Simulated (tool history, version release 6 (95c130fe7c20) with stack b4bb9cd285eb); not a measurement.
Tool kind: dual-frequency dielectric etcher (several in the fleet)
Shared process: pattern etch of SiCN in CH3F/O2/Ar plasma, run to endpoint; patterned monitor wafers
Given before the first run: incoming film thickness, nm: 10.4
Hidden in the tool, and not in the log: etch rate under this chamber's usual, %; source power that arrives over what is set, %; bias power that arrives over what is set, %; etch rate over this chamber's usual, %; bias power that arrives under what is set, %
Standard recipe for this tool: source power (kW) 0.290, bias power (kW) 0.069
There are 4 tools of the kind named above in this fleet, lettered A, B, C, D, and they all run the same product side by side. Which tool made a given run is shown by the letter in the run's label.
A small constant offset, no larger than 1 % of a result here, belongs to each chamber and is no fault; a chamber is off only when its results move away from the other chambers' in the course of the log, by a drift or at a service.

run,hour,source power (kW),bias power (kW),hours since the last wet clean,hours since the last source power generator calibration,hours since the last bias power generator calibration,endpoint time (s)
1B,5.1,0.290,0.069,408.2,1278.6,94.5,31.715
2C,14.8,0.290,0.069,453.8,1111.4,2114.9,31.683
3D,24.1,0.290,0.069,470.8,1617.2,1155.8,31.536
4A,33.3,0.290,0.069,226.9,3723.8,434.0,31.888
5C,40.5,0.290,0.069,479.5,1137.1,2140.6,31.704
6D,45.2,0.290,0.069,491.9,1638.3,1176.9,31.948
# hour 46.8: chamber C: wet clean of the chamber
7B,50.8,0.290,0.069,453.9,1324.3,140.2,31.454
8A,58.2,0.310,0.069,251.8,3748.7,458.9,31.105
9B,65.9,0.310,0.069,469.0,1339.4,155.3,30.411
# hour 71.4: chamber B: wet clean of the chamber
10C,73.5,0.310,0.069,26.8,1170.1,2173.6,31.296
11D,80.4,0.310,0.069,527.1,1673.5,1212.1,30.682
# hour 89.0: chamber D: wet clean of the chamber
12A,89.2,0.290,0.069,282.8,3779.7,489.9,31.824
13A,93.9,0.290,0.069,287.5,3784.4,494.6,32.209
14D,103.7,0.290,0.069,14.7,1696.8,1235.4,31.403
15B,110.4,0.230,0.077,39.1,1383.9,199.8,33.064
16C,116.5,0.230,0.077,69.8,1213.1,2216.6,32.854
17D,122.3,0.230,0.077,33.3,1715.4,1254.0,33.453
18B,132.6,0.230,0.077,61.3,1406.1,222.0,32.777
19C,138.0,0.320,0.081,91.3,1234.6,2238.1,28.891
20A,144.3,0.320,0.081,337.9,3834.8,545.0,29.398
21B,152.0,0.320,0.081,80.7,1425.5,241.4,28.484
22A,157.6,0.320,0.081,351.2,3848.1,558.3,29.705
23D,167.3,0.290,0.069,78.3,1760.4,1299.0,31.598
24C,173.5,0.290,0.069,126.8,1270.1,2273.6,31.750
25C,183.5,0.270,0.057,136.8,1280.1,2283.6,34.369
26A,192.4,0.270,0.057,386.0,3882.9,593.1,36.790
27B,200.7,0.270,0.057,129.4,1474.2,290.1,34.396
28D,207.4,0.270,0.057,118.4,1800.5,1339.1,34.865
29D,213.2,0.290,0.069,124.2,1806.3,1344.9,31.726

Is one chamber out of step, is the gauge drifting, or do the chambers differ by no more than their own small offsets? For an off chamber, give its letter and the likeliest cause.

Little by little, chamber A moves away from the other chambers.
What lies behind it: etch rate under this chamber's usual, % = 4.65.

Below are 4 candidate recipes for chamber A's next run, each the usual settings with a change, their results shown as question marks. Which of them brings A's results back in line with what the other chambers give on the usual settings?
Maximum distance from the other chambers' mean on the usual settings for a result to count as in line: endpoint time (s) 0.680
30A-1,220.8,0.290,0.059,,,,?
30A-2,220.8,0.310,0.074,,,,?
30A-3,220.8,0.280,0.069,,,,?
30A-4,220.8,0.300,0.069,,,,?

Mean of the other chambers on the usual settings: endpoint time (s) 31.591
run,endpoint time (s)
30A-1,35.030
30A-2,31.497
30A-3,33.576
30A-4,32.709
The right change is 30A-2: it brings the chamber back within the allowed miss of the others.
